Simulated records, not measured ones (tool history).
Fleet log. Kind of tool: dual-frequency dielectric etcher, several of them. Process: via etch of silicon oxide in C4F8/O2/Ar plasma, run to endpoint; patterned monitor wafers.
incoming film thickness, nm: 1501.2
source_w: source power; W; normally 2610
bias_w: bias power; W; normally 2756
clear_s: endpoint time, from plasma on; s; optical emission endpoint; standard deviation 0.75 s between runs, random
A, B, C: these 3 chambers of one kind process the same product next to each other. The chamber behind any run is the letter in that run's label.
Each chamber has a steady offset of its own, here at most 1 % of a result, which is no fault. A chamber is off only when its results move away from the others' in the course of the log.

run,hour,source_w,bias_w,hours since the last wet clean,hours since the last source power generator calibration,hours since the last bias power generator calibration,clear_s
1B,6.7,2610,2756,277.0,4168.6,3596.9,244.05
2A,10.5,2610,2756,293.9,3550.0,195.1,243.36
3C,15.0,2610,2756,341.1,1401.2,2671.7,241.30
4B,18.3,2610,2756,288.6,4180.2,3608.5,243.41
5A,23.6,2040,2449,307.0,3563.1,208.2,278.14
6C,27.7,2040,2449,353.8,1413.9,2684.4,278.78
7C,31.0,2040,2449,357.1,1417.2,2687.7,277.30
8B,37.3,2610,2756,307.6,4199.2,3627.5,244.64
9A,41.0,2610,2173,324.4,3580.5,225.6,260.59
10B,46.5,2610,2173,316.8,4208.4,3636.7,259.97
11C,51.2,2610,2173,377.3,1437.4,2707.9,259.50
12A,58.0,2610,2756,341.4,3597.5,242.6,242.21
13A,64.7,2610,2756,348.1,3604.2,249.3,244.71
14C,71.0,2610,2756,397.1,1457.2,2727.7,240.24
15B,76.5,2610,2756,346.8,4238.4,3666.7,243.81
16A,82.9,2610,2756,366.3,3622.4,267.5,244.04
17C,86.0,2610,2756,412.1,1472.2,2742.7,239.24
18B,92.0,3220,2498,362.3,4253.9,3682.2,230.60
19A,95.6,3220,2498,379.0,3635.1,280.2,230.17
20C,100.7,3220,2498,426.8,1486.9,2757.4,226.16
21B,106.5,2610,2756,376.8,4268.4,3696.7,243.45
22C,112.9,2610,2756,439.0,1499.1,2769.6,238.95
23B,117.2,2610,3299,387.5,4279.1,3707.4,230.79
24A,120.3,2610,3299,403.7,3659.8,304.9,231.32
25C,124.7,2610,3299,450.8,1510.9,2781.4,223.86
26A,129.3,2610,2756,412.7,3668.8,313.9,244.91
27B,134.4,2610,2756,404.7,4296.3,3724.6,244.29
28B,140.2,2610,2756,410.5,4302.1,3730.4,243.54
29C,144.7,2610,2756,470.8,1530.9,2801.4,235.47

Has any chamber moved away from the others, gradually or after a service, or does the common gauge drift, or do the chambers differ only by their own small steady offsets? State the chamber and the most likely cause if one applies.

Little by little, chamber C moves away from the other chambers.
Most likely cause: etch rate over this chamber's usual, % = 3.08.

Below are 4 candidate recipes for chamber C's next run, each the usual settings with a change, their results shown as question marks. Which of them brings C's results back in line with what the other chambers give on the usual settings?
Allowed miss from the other chambers' usual-settings mean, per result, to count as in line: clear_s 2.60 s
30C-1,149.8,2380,2570,,,,?
30C-2,149.8,2760,2877,,,,?
30C-3,149.8,2460,2635,,,,?
30C-4,149.8,2970,2756,,,,?

Mean of the other chambers on the usual settings: clear_s 243.86 s
run,clear_s
30C-1,249.08
30C-2,226.98
30C-3,243.98
30C-4,223.41
Change 30C-3 lands the chamber within the allowed miss of the other chambers.
